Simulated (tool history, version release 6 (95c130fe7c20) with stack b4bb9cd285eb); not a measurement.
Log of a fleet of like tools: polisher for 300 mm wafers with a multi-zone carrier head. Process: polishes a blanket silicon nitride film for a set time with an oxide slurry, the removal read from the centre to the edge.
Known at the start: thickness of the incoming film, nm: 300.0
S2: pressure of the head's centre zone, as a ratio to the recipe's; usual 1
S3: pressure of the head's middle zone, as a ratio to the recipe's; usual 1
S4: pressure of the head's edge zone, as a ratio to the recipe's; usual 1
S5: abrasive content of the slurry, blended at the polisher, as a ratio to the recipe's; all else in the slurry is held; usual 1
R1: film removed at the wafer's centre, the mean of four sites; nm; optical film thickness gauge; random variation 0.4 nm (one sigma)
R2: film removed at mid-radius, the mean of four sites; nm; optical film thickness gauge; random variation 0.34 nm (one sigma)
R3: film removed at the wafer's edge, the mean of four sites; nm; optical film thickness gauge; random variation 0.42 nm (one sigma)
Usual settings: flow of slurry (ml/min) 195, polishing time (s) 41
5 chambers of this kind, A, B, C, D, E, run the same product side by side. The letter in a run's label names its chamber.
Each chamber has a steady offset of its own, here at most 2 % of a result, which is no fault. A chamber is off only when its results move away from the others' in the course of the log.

{"run": "1C", "hour": 3.9, "flow of slurry (ml/min)": 195, "S2": 1, "S3": 1, "S4": 1, "S5": 1, "polishing time (s)": 41, "R1": 27.485, "R2": 27.425, "R3": 28.189}
{"hour": 8.8, "done": "chamber D: edge zone pressure recalibrated"}
{"hour": 9.5, "done": "chamber A: worn pad replaced by a new one"}
{"run": "2A", "hour": 10.5, "flow of slurry (ml/min)": 195, "S2": 1, "S3": 1, "S4": 1, "S5": 1, "polishing time (s)": 41, "R1": 27.219, "R2": 28.271, "R3": 28.498}
{"run": "3D", "hour": 14.6, "flow of slurry (ml/min)": 195, "S2": 1, "S3": 1, "S4": 1, "S5": 1, "polishing time (s)": 41, "R1": 27.895, "R2": 27.408, "R3": 28.804}
{"hour": 15.6, "done": "chamber D: worn pad replaced by a new one"}
{"hour": 16.2, "done": "chamber C: slurry nozzle cleaned"}
{"run": "4B", "hour": 21.3, "flow of slurry (ml/min)": 195, "S2": 1, "S3": 1, "S4": 1, "S5": 1, "polishing time (s)": 41, "R1": 28.159, "R2": 27.287, "R3": 28.148}
{"hour": 24.4, "done": "chamber C: worn pad replaced by a new one"}
{"run": "5E", "hour": 25.8, "flow of slurry (ml/min)": 195, "S2": 1, "S3": 1, "S4": 1, "S5": 1, "polishing time (s)": 41, "R1": 28.076, "R2": 28.574, "R3": 28.382}
{"run": "6A", "hour": 31.5, "flow of slurry (ml/min)": 195, "S2": 1, "S3": 1, "S4": 1, "S5": 1, "polishing time (s)": 41, "R1": 28.39, "R2": 28.133, "R3": 28.183}
{"run": "7E", "hour": 34.9, "flow of slurry (ml/min)": 195, "S2": 1, "S3": 1, "S4": 1, "S5": 1, "polishing time (s)": 41, "R1": 27.382, "R2": 28.05, "R3": 28.001}
{"run": "8C", "hour": 41.6, "flow of slurry (ml/min)": 175, "S2": 1, "S3": 1, "S4": 1, "S5": 1, "polishing time (s)": 52, "R1": 35.131, "R2": 34.916, "R3": 35.047}
{"run": "9D", "hour": 46.4, "flow of slurry (ml/min)": 175, "S2": 1, "S3": 1, "S4": 1, "S5": 1, "polishing time (s)": 52, "R1": 34.366, "R2": 34.082, "R3": 35.627}
{"run": "10B", "hour": 50.2, "flow of slurry (ml/min)": 175, "S2": 1, "S3": 1, "S4": 1, "S5": 1, "polishing time (s)": 52, "R1": 35.536, "R2": 34.77, "R3": 35.105}
{"run": "11B", "hour": 56.5, "flow of slurry (ml/min)": 175, "S2": 1, "S3": 1, "S4": 1, "S5": 1, "polishing time (s)": 52, "R1": 33.329, "R2": 34.948, "R3": 35.077}
{"run": "12A", "hour": 61.9, "flow of slurry (ml/min)": 175, "S2": 1, "S3": 1, "S4": 1, "S5": 1, "polishing time (s)": 52, "R1": 34.776, "R2": 34.458, "R3": 35.065}
{"run": "13C", "hour": 66.8, "flow of slurry (ml/min)": 195, "S2": 1, "S3": 1, "S4": 1, "S5": 1, "polishing time (s)": 41, "R1": 27.941, "R2": 28.309, "R3": 28.282}
{"run": "14E", "hour": 71.5, "flow of slurry (ml/min)": 195, "S2": 1, "S3": 1, "S4": 1, "S5": 1, "polishing time (s)": 41, "R1": 28.238, "R2": 27.446, "R3": 27.817}
{"hour": 73.7, "done": "chamber D: worn pad replaced by a new one"}
{"run": "15D", "hour": 75.4, "flow of slurry (ml/min)": 195, "S2": 1, "S3": 1, "S4": 1, "S5": 0.75, "polishing time (s)": 41, "R1": 24.064, "R2": 23.856, "R3": 24.664}
{"hour": 78.2, "done": "chamber E: worn pad replaced by a new one"}
{"run": "16D", "hour": 82.2, "flow of slurry (ml/min)": 195, "S2": 1, "S3": 1, "S4": 1, "S5": 0.75, "polishing time (s)": 41, "R1": 23.539, "R2": 24.136, "R3": 24.308}
{"hour": 85.2, "done": "chamber E: slurry nozzle cleaned"}
{"run": "17A", "hour": 85.3, "flow of slurry (ml/min)": 195, "S2": 1, "S3": 1, "S4": 1, "S5": 0.75, "polishing time (s)": 41, "R1": 24.144, "R2": 24.657, "R3": 24.604}
{"run": "18B", "hour": 89.9, "flow of slurry (ml/min)": 195, "S2": 1, "S3": 1, "S4": 1, "S5": 0.75, "polishing time (s)": 41, "R1": 23.647, "R2": 23.096, "R3": 23.149}
{"hour": 90.6, "done": "chamber C: edge zone pressure recalibrated"}
{"hour": 90.6, "done": "chamber B: centre zone pressure recalibrated"}
{"run": "19E", "hour": 94.3, "flow of slurry (ml/min)": 195, "S2": 1, "S3": 1, "S4": 1, "S5": 0.75, "polishing time (s)": 41, "R1": 24.639, "R2": 24.043, "R3": 24.052}
{"run": "20C", "hour": 97.7, "flow of slurry (ml/min)": 195, "S2": 1, "S3": 1, "S4": 1, "S5": 1, "polishing time (s)": 41, "R1": 27.253, "R2": 27.876, "R3": 28.197}
{"hour": 101.3, "done": "chamber C: worn pad replaced by a new one"}
{"run": "21B", "hour": 104.1, "flow of slurry (ml/min)": 195, "S2": 1, "S3": 1, "S4": 1, "S5": 1, "polishing time (s)": 41, "R1": 26.836, "R2": 27.229, "R3": 26.953}
{"hour": 104.6, "done": "chamber D: centre zone pressure recalibrated"}
{"run": "22C", "hour": 110.5, "flow of slurry (ml/min)": 195, "S2": 1, "S3": 1, "S4": 1, "S5": 1, "polishing time (s)": 41, "R1": 27.225, "R2": 27.389, "R3": 27.796}
{"run": "23D", "hour": 117.4, "flow of slurry (ml/min)": 195, "S2": 1, "S3": 1, "S4": 1, "S5": 1, "polishing time (s)": 41, "R1": 27.608, "R2": 28.082, "R3": 27.871}
{"hour": 119.1, "done": "chamber A: worn pad replaced by a new one"}
{"run": "24A", "hour": 122.3, "flow of slurry (ml/min)": 195, "S2": 1, "S3": 1, "S4": 1, "S5": 1, "polishing time (s)": 41, "R1": 27.857, "R2": 28.743, "R3": 28.722}
{"run": "25E", "hour": 128.3, "flow of slurry (ml/min)": 195, "S2": 1, "S3": 1, "S4": 1, "S5": 1, "polishing time (s)": 41, "R1": 28.002, "R2": 28.237, "R3": 26.829}
{"hour": 131.6, "done": "chamber D: worn pad replaced by a new one"}
{"run": "26A", "hour": 131.6, "flow of slurry (ml/min)": 195, "S2": 1, "S3": 1, "S4": 1, "S5": 1, "polishing time (s)": 41, "R1": 27.458, "R2": 28.072, "R3": 28.219}
{"run": "27E", "hour": 137.6, "flow of slurry (ml/min)": 195, "S2": 1, "S3": 1, "S4": 1, "S5": 1, "polishing time (s)": 41, "R1": 27.92, "R2": 28.007, "R3": 27.752}
{"run": "28D", "hour": 142.6, "flow of slurry (ml/min)": 195, "S2": 1, "S3": 1, "S4": 1, "S5": 1, "polishing time (s)": 41, "R1": 28.029, "R2": 28.179, "R3": 28.399}
{"run": "29B", "hour": 149.5, "flow of slurry (ml/min)": 195, "S2": 1, "S3": 1, "S4": 1, "S5": 1, "polishing time (s)": 41, "R1": 26.115, "R2": 25.841, "R3": 25.767}
{"hour": 151.9, "done": "chamber E: worn pad replaced by a new one"}
{"run": "30C", "hour": 156.1, "flow of slurry (ml/min)": 195, "S2": 1, "S3": 1, "S4": 1, "S5": 1, "polishing time (s)": 41, "R1": 27.452, "R2": 27.673, "R3": 27.778}
{"run": "31B", "hour": 160.7, "flow of slurry (ml/min)": 195, "S2": 1, "S3": 1, "S4": 1, "S5": 1, "polishing time (s)": 41, "R1": 25.616, "R2": 25.707, "R3": 25.864}
{"run": "32A", "hour": 164.4, "flow of slurry (ml/min)": 195, "S2": 1, "S3": 1, "S4": 1, "S5": 1, "polishing time (s)": 41, "R1": 28.116, "R2": 28.085, "R3": 28.094}
{"run": "33E", "hour": 169.6, "flow of slurry (ml/min)": 195, "S2": 1, "S3": 1, "S4": 1, "S5": 1, "polishing time (s)": 41, "R1": 28.465, "R2": 27.754, "R3": 27.968}
{"hour": 174.8, "done": "chamber C: worn pad replaced by a new one"}
{"run": "34C", "hour": 176.1, "flow of slurry (ml/min)": 195, "S2": 1, "S3": 1, "S4": 1, "S5": 1, "polishing time (s)": 41, "R1": 27.631, "R2": 27.715, "R3": 27.408}
{"hour": 177.2, "done": "chamber D: worn pad replaced by a new one"}
{"run": "35D", "hour": 182.9, "flow of slurry (ml/min)": 195, "S2": 1, "S3": 1, "S4": 1, "S5": 1, "polishing time (s)": 41, "R1": 27.537, "R2": 28.212, "R3": 27.455}
{"run": "36B", "hour": 187.7, "flow of slurry (ml/min)": 195, "S2": 1, "S3": 1, "S4": 1, "S5": 1, "polishing time (s)": 41, "R1": 25.397, "R2": 25.123, "R3": 25.581}
{"run": "37D", "hour": 191.2, "flow of slurry (ml/min)": 195, "S2": 1, "S3": 1, "S4": 1, "S5": 1, "polishing time (s)": 41, "R1": 27.728, "R2": 27.703, "R3": 28.54}
{"run": "38A", "hour": 194.5, "flow of slurry (ml/min)": 195, "S2": 1, "S3": 1, "S4": 1, "S5": 1, "polishing time (s)": 41, "R1": 28.398, "R2": 27.93, "R3": 27.547}

What goes on in this fleet: one chamber off, a drifting gauge, or nothing beyond the chambers' own small offsets? Name the chamber and the cause, if any.

Chamber B drifts away from the others.
Cause: removal rate lost through wear of the pad, % = 9.63.
The log may not tell that from: slurry flow missing at the pad, %.

Here are 4 candidates for chamber B's next run, each the usual settings with a change, their results left as question marks. Which one brings its results back in line with what the others give on the usual settings?
In line means no further than this from the other chambers' mean on the usual settings: R1 1.4 nm; R2 1.2 nm; R3 1.5 nm
{"run": "39B-1", "hour": 199.4, "flow of slurry (ml/min)": 195, "S2": 0.99, "S3": 1, "S4": 1, "S5": 0.95, "polishing time (s)": 38, "R1": "?", "R2": "?", "R3": "?"}
{"run": "39B-2", "hour": 199.4, "flow of slurry (ml/min)": 200, "S2": 1, "S3": 0.99, "S4": 1.01, "S5": 1.05, "polishing time (s)": 48, "R1": "?", "R2": "?", "R3": "?"}
{"run": "39B-3", "hour": 199.4, "flow of slurry (ml/min)": 195, "S2": 1, "S3": 1, "S4": 1.01, "S5": 1.05, "polishing time (s)": 45, "R1": "?", "R2": "?", "R3": "?"}
{"run": "39B-4", "hour": 199.4, "flow of slurry (ml/min)": 190, "S2": 0.99, "S3": 1, "S4": 0.99, "S5": 0.95, "polishing time (s)": 35, "R1": "?", "R2": "?", "R3": "?"}

The other chambers' mean on the usual settings: R1 27.837 nm; R2 27.902 nm; R3 27.967 nm
run=39B-1 R1=22.37 R2=22.724 R3=22.54
run=39B-2 R1=30.025 R2=29.87 R3=30.038
run=39B-3 R1=28.037 R2=28.162 R3=28.08
run=39B-4 R1=20.516 R2=20.851 R3=20.595
39B-3 brings the chamber back in line.
